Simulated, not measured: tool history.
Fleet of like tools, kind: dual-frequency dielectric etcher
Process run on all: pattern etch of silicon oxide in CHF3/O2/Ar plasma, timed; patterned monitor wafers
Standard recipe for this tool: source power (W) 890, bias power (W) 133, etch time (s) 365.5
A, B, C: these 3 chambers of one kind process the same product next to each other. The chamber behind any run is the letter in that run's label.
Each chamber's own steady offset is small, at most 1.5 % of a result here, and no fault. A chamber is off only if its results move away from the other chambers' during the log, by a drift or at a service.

| run | hour | source power (W) | bias power (W) | etch time (s) | read-back reference wafer on the same gauge, depth_nm | mean etch depth across the wafer (Å) |
|---|---|---|---|---|---|---|
| 1B | 3.2 | 890 | 133 | 365.5 | 753.97 | 7695.9 |
| 2C | 7.7 | 890 | 133 | 365.5 | 753.85 | 7607.2 |
| 3A | 11.4 | 890 | 133 | 365.5 | 753.80 | 7522.8 |
| 4C | 15.4 | 890 | 133 | 365.5 | 753.67 | 7604.2 |
| 5A | 20.1 | 890 | 133 | 365.5 | 753.84 | 7528.7 |
| 6B | 24.4 | 890 | 133 | 365.5 | 753.53 | 7689.2 |
| 7C | 26.6 | 820 | 109 | 365.5 | 753.61 | 6938.6 |
| 8B | 30.1 | 820 | 109 | 365.5 | 753.23 | 7019.7 |
| 9A | 32.9 | 820 | 109 | 365.5 | 753.00 | 6873.2 |
| 10C | 37.3 | 890 | 133 | 365.5 | 753.08 | 7605.5 |
| 11B | 40.0 | 890 | 133 | 365.5 | 753.06 | 7684.5 |
| 12A | 44.2 | 890 | 133 | 365.5 | 753.12 | 7511.3 |
| 13B | 48.5 | 890 | 133 | 365.5 | 752.99 | 7666.6 |
| 14C | 51.6 | 890 | 133 | 365.5 | 752.75 | 7591.4 |
| 15A | 54.9 | 890 | 133 | 365.5 | 752.75 | 7508.2 |
| 16B | 59.1 | 890 | 151 | 365.5 | 752.48 | 8003.0 |
| 17A | 62.3 | 890 | 151 | 365.5 | 752.34 | 7815.8 |
| 18C | 65.7 | 890 | 151 | 365.5 | 752.33 | 7875.9 |
| 19B | 68.6 | 890 | 133 | 365.5 | 752.43 | 7675.3 |
| 20C | 72.5 | 890 | 110 | 453.5 | 752.31 | 8925.4 |
| 21A | 76.9 | 890 | 110 | 453.5 | 752.15 | 8829.5 |
| 22C | 81.3 | 890 | 110 | 453.5 | 751.91 | 8916.5 |
| 23A | 86.1 | 890 | 151 | 365.5 | 752.08 | 7813.2 |
| 24B | 88.5 | 890 | 151 | 365.5 | 751.88 | 7993.2 |
| 25C | 93.1 | 890 | 151 | 365.5 | 752.11 | 7875.2 |
| 26B | 96.7 | 890 | 133 | 365.5 | 751.97 | 7661.0 |
| 27A | 101.2 | 890 | 133 | 365.5 | 751.40 | 7501.3 |
| 28A | 103.9 | 890 | 133 | 365.5 | 751.57 | 7485.9 |
| 29B | 107.2 | 890 | 133 | 365.5 | 751.52 | 7677.1 |
| 30C | 111.0 | 890 | 133 | 365.5 | 751.28 | 7591.9 |
| 31B | 113.3 | 890 | 133 | 365.5 | 751.54 | 7662.6 |
| 32A | 118.0 | 890 | 133 | 365.5 | 751.09 | 7508.8 |
| 33C | 121.9 | 890 | 133 | 365.5 | 751.38 | 7598.3 |
| 34C | 125.9 | 890 | 133 | 365.5 | 750.97 | 7579.8 |
| 35A | 129.6 | 890 | 133 | 365.5 | 750.91 | 7520.5 |
| 36B | 132.7 | 890 | 133 | 365.5 | 750.99 | 7657.9 |
| 37A | 136.2 | 1010 | 147 | 365.5 | 750.82 | 8139.0 |
| 38B | 141.0 | 1010 | 147 | 365.5 | 750.82 | 8289.2 |
|  | 141.3 | chamber B: wet clean of the chamber |
| 39C | 144.0 | 1010 | 147 | 365.5 | 750.79 | 8206.2 |
| 40C | 147.2 | 890 | 133 | 365.5 | 750.31 | 7569.4 |
| 41B | 150.4 | 890 | 133 | 365.5 | 750.90 | 7660.1 |
| 42A | 154.2 | 890 | 133 | 365.5 | 750.30 | 7491.2 |
| 43A | 156.6 | 890 | 133 | 365.5 | 750.48 | 7498.1 |
| 44C | 161.4 | 890 | 133 | 365.5 | 750.36 | 7559.4 |

For the next run the whole fleet of 3 chambers uses the same settings. Give each chamber's results:
| 45A | 164.9 | 890 | 133 | 365.5 |  | ? |
| 45B | 164.9 | 890 | 133 | 365.5 |  | ? |
| 45C | 164.9 | 890 | 133 | 365.5 |  | ? |

| run | mean etch depth across the wafer (Å) |
|---|---|
| 45A | 7488.4 |
| 45B | 7657.0 |
| 45C | 7558.4 |

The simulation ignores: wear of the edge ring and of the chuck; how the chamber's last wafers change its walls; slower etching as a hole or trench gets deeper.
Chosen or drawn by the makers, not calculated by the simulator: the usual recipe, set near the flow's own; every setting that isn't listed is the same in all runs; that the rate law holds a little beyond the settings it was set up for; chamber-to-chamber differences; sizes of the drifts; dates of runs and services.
